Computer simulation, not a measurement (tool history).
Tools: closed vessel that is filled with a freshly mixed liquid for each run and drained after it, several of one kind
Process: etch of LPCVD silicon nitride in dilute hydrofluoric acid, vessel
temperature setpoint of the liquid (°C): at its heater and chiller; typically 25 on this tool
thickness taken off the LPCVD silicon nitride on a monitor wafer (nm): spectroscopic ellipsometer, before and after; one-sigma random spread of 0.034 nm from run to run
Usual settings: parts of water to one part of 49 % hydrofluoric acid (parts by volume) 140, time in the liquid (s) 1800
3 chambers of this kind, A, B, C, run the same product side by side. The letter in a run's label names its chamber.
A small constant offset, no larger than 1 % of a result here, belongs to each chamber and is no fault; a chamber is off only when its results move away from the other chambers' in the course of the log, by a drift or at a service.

run   hour  temperature setpoint of the liquid (°C)  parts of water to one part of 49 % hydrofluoric acid (parts by volume)  time in the liquid (s)  read-back film thickness of the LPCVD silicon nitride reference wafer, read on the same gauge (nm)  thickness taken off the LPCVD silicon nitride on a monitor wafer (nm)
 1A    7.9                                       25                                                                     140                    1800                                                                                              49.947                                                                 7.2928
 2C   17.9                                       25                                                                     140                    1800                                                                                              49.986                                                                  7.388
 3B   26.6                                       25                                                                     140                    1800                                                                                              49.991                                                                 7.3681
 4C   33.1                                       25                                                                     140                    1800                                                                                              49.976                                                                 7.3098
 5B   41.6                                       25                                                                     140                    1800                                                                                              50.013                                                                 7.3574
 6A   48.7                                       25                                                                     140                    1800                                                                                              49.978                                                                 7.3544
 7A   58.7                                       25                                                                     140                    1800                                                                                              49.996                                                                 7.3791
 8B   65.1                                       25                                                                     170                     915                                                                                              49.984                                                                 3.0745
 9C   73.1                                       25                                                                     170                     915                                                                                              49.995                                                                 3.0836
10A   83.8                                       25                                                                     170                     915                                                                                              50.013                                                                 3.0529
11C   95.1                                       25                                                                     140                    2230                                                                                               49.96                                                                 9.0714
12B  102.7                                       25                                                                     140                    2230                                                                                              50.019                                                                 9.0997
13A  112.7                                       25                                                                     140                    2230                                                                                              50.043                                                                 9.0404
14C  120.2                                       25                                                                     140                    1800                                                                                              50.008                                                                 7.2898
15B  125.9                                       25                                                                     140                    1800                                                                                              49.977                                                                 7.3339
16B  135.7                                       25                                                                      85                    1800                                                                                               50.02                                                                 12.149
17C  143.4                                       25                                                                      85                    1800                                                                                              50.042                                                                 11.894
18A  154.8                                       25                                                                      85                    1800                                                                                              50.022                                                                 12.099
19C  164.2                                       25                                                                     140                    1800                                                                                              49.988                                                                 7.3659
20B  171.6                                       25                                                                     165                    1800                                                                                              49.999                                                                 6.2367
21A  180.8                                       25                                                                     165                    1800                                                                                              50.012                                                                 6.2311
22C  191.7                                       25                                                                     165                    1800                                                                                              49.983                                                                 6.2157
23B  197.1                                       25                                                                     140                    1800                                                                                              50.005                                                                 7.2745
24A  208.4                                       25                                                                     140                    1800                                                                                              50.039                                                                 7.3788
25B    214                                       25                                                                     140                    1800                                                                                              49.954                                                                 7.3838
       221  -- chamber C: hydrofluoric acid flow meter replaced
26A  222.8                                       25                                                                     140                    1800                                                                                              49.999                                                                 7.3724
27C  232.4                                       25                                                                     140                    1800                                                                                              49.984                                                                 7.3125
28A  238.1                                       22                                                                     185                    1800                                                                                              50.001                                                                 4.6386
29B  246.7                                       22                                                                     185                    1800                                                                                              50.013                                                                 4.6107
30C  255.9                                       22                                                                     185                    1800                                                                                              50.001                                                                 4.5957
       260  -- chamber A: hydrofluoric acid flow meter replaced
31B  265.5                                       25                                                                     140                    1800                                                                                              50.018                                                                   7.32
32A  273.1                                       25                                                                     140                    1800                                                                                              49.995                                                                 7.4098
33C  278.5                                       25                                                                     140                    1800                                                                                              49.991                                                                 7.3887
34B  288.4                                       25                                                                     140                    1800                                                                                              49.982                                                                 7.3707
35A  298.4                                       25                                                                     140                    1800                                                                                              49.971                                                                 7.3207
36C  304.2                                       25                                                                     140                    1800                                                                                              50.001                                                                  7.374
37B    315                                       25                                                                     140                    1800                                                                                              50.028                                                                 7.3185
38A  323.6                                       29                                                                     190                    1800                                                                                              50.014                                                                 6.9736
39C  333.1                                       29                                                                     190                    1800                                                                                              50.059                                                                 7.0177
40C  338.8                                       29                                                                     190                    1800                                                                                              50.026                                                                 6.9763
41A  344.6                                       25                                                                     140                    2435                                                                                              50.011                                                                 9.9677
42B  352.9                                       25                                                                     140                    2435                                                                                              49.986                                                                 9.9198
43B    360                                       25                                                                     140                    2435                                                                                              50.009                                                                 9.9645
44C  371.3                                       25                                                                     140                    1800                                                                                              50.012                                                                 7.3239

Decide between three cases: one chamber stands off from its peers, the gauge reading all wafers drifts, or nothing is wrong past each chamber's small offset. Where a chamber is off, say which and what most likely put it there.

No chamber is off and the gauge is stable; the differences are just each chamber's small, constant offset.
